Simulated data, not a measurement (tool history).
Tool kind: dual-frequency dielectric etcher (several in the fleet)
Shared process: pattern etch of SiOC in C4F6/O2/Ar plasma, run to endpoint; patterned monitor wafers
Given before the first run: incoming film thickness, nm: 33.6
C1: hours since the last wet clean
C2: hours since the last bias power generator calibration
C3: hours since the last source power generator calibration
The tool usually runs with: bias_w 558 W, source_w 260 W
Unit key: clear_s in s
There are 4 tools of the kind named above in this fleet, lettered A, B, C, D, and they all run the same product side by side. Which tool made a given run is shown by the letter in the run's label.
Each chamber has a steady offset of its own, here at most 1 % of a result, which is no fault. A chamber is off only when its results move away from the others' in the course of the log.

Run 1D, hour 5.5: usual settings; C1 329.6; C2 3510.2; C3 1971.2. Result: clear_s 12.802 s.
Run 2A, hour 10: usual settings; C1 559.4; C2 1561; C3 4374.4. Result: clear_s 12.789 s.
Run 3C, hour 14: usual settings; C1 187.2; C2 957.6; C3 462.8. Result: clear_s 12.895 s.
Run 4B, hour 21.6: usual settings; C1 375.2; C2 788.3; C3 662.1. Result: clear_s 12.523 s.
At hour 27.1: chamber A: wet clean of the chamber.
Run 5C, hour 29.4: usual settings; C1 202.6; C2 973; C3 478.2. Result: clear_s 12.877 s.
At hour 36.2: chamber D: bias power generator calibrated.
Run 6A, hour 38: usual settings but source_w 220 W; C1 10.9; C2 1589; C3 4402.4. Result: clear_s 13.292 s.
At hour 39.6: chamber A: source power generator calibrated.
Run 7B, hour 44.5: usual settings but source_w 220 W; C1 398.1; C2 811.2; C3 685. Result: clear_s 13.579 s.
Run 8D, hour 52.8: usual settings but source_w 220 W; C1 376.9; C2 16.7; C3 2018.5. Result: clear_s 13.55 s.
Run 9C, hour 60.4: usual settings but source_w 220 W; C1 233.6; C2 1004; C3 509.2. Result: clear_s 13.492 s.
Run 10A, hour 66.8: usual settings; C1 39.7; C2 1617.8; C3 27.3. Result: clear_s 12.895 s.
Run 11B, hour 73.3: usual settings but source_w 230 W; C1 426.9; C2 840; C3 713.8. Result: clear_s 13.165 s.
Run 12D, hour 77.8: usual settings but source_w 230 W; C1 401.9; C2 41.7; C3 2043.5. Result: clear_s 13.561 s.
Run 13D, hour 85: usual settings but source_w 230 W; C1 409.1; C2 48.9; C3 2050.7. Result: clear_s 13.438 s.
At hour 86.8: chamber D: wet clean of the chamber.
Run 14C, hour 90: usual settings but source_w 230 W; C1 263.2; C2 1033.6; C3 538.8. Result: clear_s 13.533 s.
Run 15A, hour 98.4: usual settings; C1 71.3; C2 1649.4; C3 58.9. Result: clear_s 12.639 s.
Run 16B, hour 105.6: usual settings; C1 459.2; C2 872.3; C3 746.1. Result: clear_s 12.367 s.
Run 17A, hour 110.7: usual settings; C1 83.6; C2 1661.7; C3 71.2. Result: clear_s 12.691 s.
Run 18B, hour 119.6: usual settings but source_w 210 W; C1 473.2; C2 886.3; C3 760.1. Result: clear_s 13.638 s.
Run 19D, hour 126.5: usual settings but source_w 210 W; C1 39.8; C2 90.4; C3 2092.2. Result: clear_s 13.706 s.
Run 20C, hour 130.6: usual settings but source_w 210 W; C1 303.8; C2 1074.2; C3 579.4. Result: clear_s 13.751 s.
Run 21A, hour 137.9: usual settings but source_w 210 W; C1 110.8; C2 1688.9; C3 98.4. Result: clear_s 13.819 s.
Run 22D, hour 143.6: usual settings but bias_w 491 W, source_w 210 W; C1 56.9; C2 107.5; C3 2109.3. Result: clear_s 14.426 s.
Run 23C, hour 150.3: usual settings but bias_w 491 W, source_w 210 W; C1 323.5; C2 1093.9; C3 599.1. Result: clear_s 14.29 s.
Run 24B, hour 156.5: usual settings but bias_w 491 W, source_w 210 W; C1 510.1; C2 923.2; C3 797. Result: clear_s 14.2 s.
Run 25A, hour 164.4: usual settings but bias_w 491 W, source_w 210 W; C1 137.3; C2 1715.4; C3 124.9. Result: clear_s 14.37 s.
Run 26B, hour 168.7: usual settings but bias_w 601 W, source_w 200 W; C1 522.3; C2 935.4; C3 809.2. Result: clear_s 13.222 s.
Run 27D, hour 174.8: usual settings but bias_w 601 W, source_w 200 W; C1 88.1; C2 138.7; C3 2140.5. Result: clear_s 13.665 s.
Run 28C, hour 182.8: usual settings but bias_w 601 W, source_w 200 W; C1 356; C2 1126.4; C3 631.6. Result: clear_s 13.554 s.
Run 29A, hour 191.2: usual settings but bias_w 601 W, source_w 200 W; C1 164.1; C2 1742.2; C3 151.7. Result: clear_s 13.561 s.
Run 30D, hour 198.4: usual settings; C1 111.7; C2 162.3; C3 2164.1. Result: clear_s 12.839 s.
Run 31B, hour 205.3: usual settings; C1 558.9; C2 972; C3 845.8. Result: clear_s 12.224 s.
Run 32C, hour 214: usual settings; C1 387.2; C2 1157.6; C3 662.8. Result: clear_s 12.6 s.
Run 33A, hour 222: usual settings; C1 194.9; C2 1773; C3 182.5. Result: clear_s 12.747 s.
Run 34B, hour 228.9: usual settings; C1 582.5; C2 995.6; C3 869.4. Result: clear_s 12.227 s.
Run 35C, hour 237.2: usual settings; C1 410.4; C2 1180.8; C3 686. Result: clear_s 12.668 s.
Run 36D, hour 242.8: usual settings; C1 156.1; C2 206.7; C3 2208.5. Result: clear_s 12.838 s.
Run 37C, hour 251.2: usual settings; C1 424.4; C2 1194.8; C3 700. Result: clear_s 12.668 s.
Run 38A, hour 256.6: usual settings; C1 229.5; C2 1807.6; C3 217.1. Result: clear_s 12.691 s.
Run 39B, hour 265.1: usual settings; C1 618.7; C2 1031.8; C3 905.6. Result: clear_s 12.206 s.
Run 40D, hour 270.6: usual settings but bias_w 653 W, source_w 280 W; C1 183.9; C2 234.5; C3 2236.3. Result: clear_s 11.754 s.
Run 41A, hour 275.1: usual settings but bias_w 653 W, source_w 280 W; C1 248; C2 1826.1; C3 235.6. Result: clear_s 11.48 s.
Run 42D, hour 284.2: usual settings but bias_w 653 W, source_w 280 W; C1 197.5; C2 248.1; C3 2249.9. Result: clear_s 11.609 s.
Run 43B, hour 290.4: usual settings but bias_w 653 W, source_w 280 W; C1 644; C2 1057.1; C3 930.9. Result: clear_s 11.007 s.

Is one chamber out of step, is the gauge drifting, or do the chambers differ by no more than their own small offsets? For an off chamber, give its letter and the likeliest cause.

Little by little, chamber B moves away from the other chambers.
Cause: etch rate over this chamber's usual, % = 5.43.

Which of the 4 candidates below, each the usual settings with something changed and its results left as question marks, puts chamber B back in line with what the other chambers give on the usual settings?
Allowed miss from the other chambers' usual-settings mean, per result, to count as in line: clear_s 0.34 s
Run 44B-1, hour 297: usual settings but bias_w 419 W. Result: clear_s ?.
Run 44B-2, hour 297: usual settings but bias_w 739 W. Result: clear_s ?.
Run 44B-3, hour 297: usual settings but bias_w 641 W. Result: clear_s ?.
Run 44B-4, hour 297: usual settings but source_w 220 W. Result: clear_s ?.

Mean of the other chambers on the usual settings: clear_s 12.752 s
  run  clear_s
44B-1    13.39
44B-2   10.772
44B-3   11.393
44B-4   12.763
The answer is 44B-4, which returns the chamber to within the allowed miss of the others.
